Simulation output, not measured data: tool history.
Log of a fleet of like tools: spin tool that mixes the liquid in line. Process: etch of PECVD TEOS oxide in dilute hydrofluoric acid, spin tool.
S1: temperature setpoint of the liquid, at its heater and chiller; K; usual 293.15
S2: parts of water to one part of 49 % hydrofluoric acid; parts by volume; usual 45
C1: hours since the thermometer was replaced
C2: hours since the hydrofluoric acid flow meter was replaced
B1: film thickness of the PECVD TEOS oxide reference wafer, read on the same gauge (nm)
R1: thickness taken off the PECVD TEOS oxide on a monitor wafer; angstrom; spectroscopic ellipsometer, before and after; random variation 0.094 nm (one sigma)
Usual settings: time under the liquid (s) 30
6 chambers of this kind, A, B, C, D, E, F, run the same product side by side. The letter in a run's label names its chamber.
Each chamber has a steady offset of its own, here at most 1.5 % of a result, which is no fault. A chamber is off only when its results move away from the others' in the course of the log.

Run 1F, hour 4.7: usual settings; C1 856.9; C2 172.7; B1 70.014. Result: R1 111.550 angstrom.
Run 2E, hour 10.5: usual settings; C1 565.7; C2 1897.0; B1 70.011. Result: R1 112.670 angstrom.
Run 3B, hour 15.2: usual settings; C1 1595.1; C2 15.8; B1 69.926. Result: R1 111.630 angstrom.
Run 4A, hour 21.3: usual settings; C1 577.1; C2 79.5; B1 70.032. Result: R1 110.960 angstrom.
Run 5D, hour 25.2: usual settings; C1 1235.9; C2 248.5; B1 69.994. Result: R1 110.100 angstrom.
Run 6C, hour 32.8: usual settings; C1 344.0; C2 160.8; B1 69.985. Result: R1 112.880 angstrom.
Run 7D, hour 37.4: usual settings but S1 290.15 K, S2 65 parts by volume; C1 1248.1; C2 260.7; B1 69.982. Result: R1 66.097 angstrom.
Run 8E, hour 43.6: usual settings but S1 290.15 K, S2 65 parts by volume; C1 598.8; C2 1930.1; B1 70.015. Result: R1 66.799 angstrom.
Run 9C, hour 49.3: usual settings but S1 290.15 K, S2 65 parts by volume; C1 360.5; C2 177.3; B1 70.053. Result: R1 67.419 angstrom.
Run 10B, hour 54.7: usual settings but S1 290.15 K, S2 65 parts by volume; C1 1634.6; C2 55.3; B1 69.996. Result: R1 65.508 angstrom.
Run 11F, hour 59.3: usual settings but S1 290.15 K, S2 65 parts by volume; C1 911.5; C2 227.3; B1 69.976. Result: R1 65.124 angstrom.
Run 12A, hour 67.4: usual settings but S1 290.15 K, S2 65 parts by volume; C1 623.2; C2 125.6; B1 70.008. Result: R1 67.005 angstrom.
Run 13E, hour 73.6: usual settings but S1 290.15 K, time under the liquid (s) 15; C1 628.8; C2 1960.1; B1 69.974. Result: R1 49.321 angstrom.
Run 14C, hour 78.0: usual settings but S1 290.15 K, time under the liquid (s) 15; C1 389.2; C2 206.0; B1 70.016. Result: R1 49.455 angstrom.
Run 15D, hour 82.1: usual settings but S1 290.15 K, time under the liquid (s) 15; C1 1292.8; C2 305.4; B1 69.995. Result: R1 49.381 angstrom.
Run 16A, hour 85.9: usual settings but S1 290.15 K, time under the liquid (s) 15; C1 641.7; C2 144.1; B1 70.037. Result: R1 48.848 angstrom.
Run 17B, hour 93.9: usual settings but S1 290.15 K, time under the liquid (s) 15; C1 1673.8; C2 94.5; B1 70.048. Result: R1 48.939 angstrom.
Run 18F, hour 98.1: usual settings but S1 290.15 K, time under the liquid (s) 15; C1 950.3; C2 266.1; B1 69.958. Result: R1 46.966 angstrom.
Run 19E, hour 103.3: usual settings; C1 658.5; C2 1989.8; B1 70.010. Result: R1 112.880 angstrom.
Run 20F, hour 109.3: usual settings; C1 961.5; C2 277.3; B1 70.017. Result: R1 106.990 angstrom.
Run 21C, hour 116.9: usual settings; C1 428.1; C2 244.9; B1 69.962. Result: R1 111.520 angstrom.
Run 22D, hour 124.3: usual settings; C1 1335.0; C2 347.6; B1 70.071. Result: R1 110.070 angstrom.
Run 23A, hour 132.5: usual settings; C1 688.3; C2 190.7; B1 70.015. Result: R1 109.460 angstrom.
Run 24B, hour 140.3: usual settings; C1 1720.2; C2 140.9; B1 70.010. Result: R1 111.630 angstrom.
Run 25A, hour 145.6: usual settings; C1 701.4; C2 203.8; B1 70.001. Result: R1 112.500 angstrom.
Run 26B, hour 152.1: usual settings; C1 1732.0; C2 152.7; B1 70.028. Result: R1 111.250 angstrom.
Run 27C, hour 159.6: usual settings but S2 60 parts by volume, time under the liquid (s) 15; C1 470.8; C2 287.6; B1 69.990. Result: R1 41.435 angstrom.
Run 28F, hour 167.9: usual settings but S2 60 parts by volume, time under the liquid (s) 15; C1 1020.1; C2 335.9; B1 70.002. Result: R1 38.049 angstrom.
Run 29D, hour 174.4: usual settings but S2 60 parts by volume, time under the liquid (s) 15; C1 1385.1; C2 397.7; B1 70.033. Result: R1 41.193 angstrom.
Run 30E, hour 180.8: usual settings but S2 60 parts by volume, time under the liquid (s) 15; C1 736.0; C2 2067.3; B1 70.001. Result: R1 40.957 angstrom.
Run 31C, hour 185.9: usual settings but S2 60 parts by volume, time under the liquid (s) 15; C1 497.1; C2 313.9; B1 69.977. Result: R1 41.106 angstrom.
Run 32A, hour 191.4: usual settings but S2 60 parts by volume, time under the liquid (s) 15; C1 747.2; C2 249.6; B1 70.027. Result: R1 41.058 angstrom.
Run 33F, hour 199.8: usual settings; C1 1052.0; C2 367.8; B1 70.017. Result: R1 102.810 angstrom.
At hour 202.4: chamber E: hydrofluoric acid flow meter replaced.
At hour 206.9: chamber D: thermometer replaced.
Run 34E, hour 207.8: usual settings; C1 763.0; C2 5.4; B1 70.012. Result: R1 111.670 angstrom.
Run 35D, hour 213.8: usual settings but S1 295.15 K; C1 7.0; C2 437.1; B1 69.986. Result: R1 119.910 angstrom.
Run 36B, hour 221.4: usual settings but S1 295.15 K; C1 1801.3; C2 222.0; B1 69.986. Result: R1 120.570 angstrom.
Run 37C, hour 225.7: usual settings but S1 295.15 K; C1 536.9; C2 353.7; B1 69.984. Result: R1 123.280 angstrom.
Run 38D, hour 232.5: usual settings but S1 295.15 K; C1 25.7; C2 455.8; B1 70.041. Result: R1 120.280 angstrom.
Run 39E, hour 238.4: usual settings but S1 295.15 K; C1 793.6; C2 36.0; B1 69.996. Result: R1 122.060 angstrom.
Run 40A, hour 244.4: usual settings but S1 295.15 K; C1 800.2; C2 302.6; B1 69.989. Result: R1 121.560 angstrom.
Run 41B, hour 248.1: usual settings; C1 1828.0; C2 248.7; B1 70.007. Result: R1 111.750 angstrom.

Is one chamber off against the others, does the gauge drift, or is nothing wrong? If a chamber is off, say which, and what the likeliest cause is.

Chamber F drifts away from the others.
Cause: hydrofluoric acid flow below the setpoint (%) = 9.06.
The log may not tell that from: liquid colder than its thermometer reads (K).

Here are 4 candidates for chamber F's next run, each the usual settings with a change, their results left as question marks. Which one brings its results back in line with what the others give on the usual settings?
In line means no further than this from the other chambers' mean on the usual settings: R1 3.300 angstrom
Run 42F-1, hour 254.1: usual settings but S1 292.15 K. Result: R1 ?.
Run 42F-2, hour 254.1: usual settings but S1 294.15 K. Result: R1 ?.
Run 42F-3, hour 254.1: usual settings but S1 290.65 K. Result: R1 ?.
Run 42F-4, hour 254.1: usual settings but S1 295.65 K. Result: R1 ?.

The other chambers' mean on the usual settings: R1 111.710 angstrom
  run       R1
42F-1   96.697
42F-2  105.360
42F-3   90.528
42F-4  112.340
42F-4 brings the chamber back in line.
